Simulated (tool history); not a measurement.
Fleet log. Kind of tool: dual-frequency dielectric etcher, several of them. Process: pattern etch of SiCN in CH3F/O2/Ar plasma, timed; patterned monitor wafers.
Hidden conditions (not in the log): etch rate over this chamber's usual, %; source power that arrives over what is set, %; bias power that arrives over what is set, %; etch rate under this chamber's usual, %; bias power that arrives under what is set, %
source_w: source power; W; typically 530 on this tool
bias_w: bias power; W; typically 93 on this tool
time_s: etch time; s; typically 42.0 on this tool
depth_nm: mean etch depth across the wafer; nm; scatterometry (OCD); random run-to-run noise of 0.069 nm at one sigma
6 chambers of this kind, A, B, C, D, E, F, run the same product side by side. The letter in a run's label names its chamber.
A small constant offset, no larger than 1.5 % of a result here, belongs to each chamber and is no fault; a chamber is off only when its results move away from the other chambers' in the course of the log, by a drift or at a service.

run,hour,source_w,bias_w,time_s,hours since the last wet clean,hours since the last source power generator calibration,hours since the last bias power generator calibration,"read-back reference wafer on the same gauge, depth_nm",depth_nm
1C,2.4,530,93,42.0,19.1,1884.3,3837.8,17.008,19.154
# hour 4.2: chamber B: wet clean of the chamber
2E,6.5,530,93,42.0,283.3,459.7,14.8,16.998,19.414
3F,9.2,530,93,42.0,109.3,451.9,2664.5,17.018,19.163
4B,12.7,530,93,42.0,8.5,448.4,3531.1,17.012,19.216
5D,15.2,530,93,42.0,345.3,3431.1,2175.8,17.008,19.159
6A,18.1,530,93,37.5,158.4,1107.0,335.8,16.997,17.323
7F,20.0,530,93,37.5,120.1,462.7,2675.3,17.005,17.221
8C,24.2,530,93,37.5,40.9,1906.1,3859.6,17.012,17.125
9A,26.4,530,93,37.5,166.7,1115.3,344.1,16.977,17.197
10B,28.9,530,93,37.5,24.7,464.6,3547.3,17.010,17.066
# hour 30.0: chamber F: bias power generator calibrated
11D,32.7,530,93,37.5,362.8,3448.6,2193.3,17.008,17.071
12E,35.2,530,93,42.0,312.0,488.4,43.5,17.008,19.348
13A,39.0,530,93,42.0,179.3,1127.9,356.7,17.008,19.212
14D,43.4,530,93,42.0,373.5,3459.3,2204.0,16.997,19.166
15F,45.4,530,93,42.0,145.5,488.1,15.5,16.990,19.263
16B,48.5,530,93,42.0,44.3,484.2,3566.9,17.012,19.259
17C,51.8,530,93,42.0,68.5,1933.7,3887.2,17.003,19.090
18E,54.5,530,93,42.0,331.3,507.7,62.8,17.002,19.432
19E,57.7,530,93,42.0,334.5,510.9,66.0,17.008,19.385
20A,62.1,530,93,42.0,202.4,1151.0,379.8,17.016,19.241
21B,65.6,410,93,35.5,61.4,501.3,3584.0,17.007,14.882
22C,69.6,410,93,35.5,86.3,1951.5,3905.0,16.993,14.604
23F,71.8,410,93,35.5,171.9,514.5,41.9,17.004,14.725
24D,75.9,410,93,35.5,406.0,3491.8,2236.5,17.014,14.699
25A,79.9,410,93,35.5,220.2,1168.8,397.6,16.988,14.835
# hour 80.9: chamber D: wet clean of the chamber
26D,83.3,410,93,35.5,2.4,3499.2,2243.9,17.006,14.260
27B,85.6,530,93,42.0,81.4,521.3,3604.0,16.999,19.182
28C,89.1,530,93,42.0,105.8,1971.0,3924.5,17.010,19.158
29E,91.3,530,93,42.0,368.1,544.5,99.6,16.996,19.477
30F,93.9,530,93,42.0,194.0,536.6,64.0,17.003,19.245
31F,97.8,420,93,42.0,197.9,540.5,67.9,17.006,17.633
32D,100.5,420,93,42.0,19.6,3516.4,2261.1,16.997,17.010
33B,102.8,420,93,42.0,98.6,538.5,3621.2,17.011,17.645
34A,105.2,420,93,42.0,245.5,1194.1,422.9,17.008,17.767
35C,107.9,420,93,42.0,124.6,1989.8,3943.3,17.005,17.555
36E,112.1,420,93,42.0,388.9,565.3,120.4,16.985,17.832
37C,116.5,530,93,42.0,133.2,1998.4,3951.9,16.986,19.230
38D,120.8,530,93,42.0,39.9,3536.7,2281.4,16.999,18.507
39A,124.7,530,93,42.0,265.0,1213.6,442.4,17.017,19.345
40B,127.7,430,93,42.0,123.5,563.4,3646.1,17.013,17.682

All chambers now run identical settings, listed one chamber a line with results as question marks. What results will each chamber show?
41A,130.8,660,93,42.0,,,,,?
41B,130.8,660,93,42.0,,,,,?
41C,130.8,660,93,42.0,,,,,?
41D,130.8,660,93,42.0,,,,,?
41E,130.8,660,93,42.0,,,,,?
41F,130.8,660,93,42.0,,,,,?

run,depth_nm
41A,20.942
41B,20.878
41C,20.833
41D,20.178
41E,21.006
41F,20.745
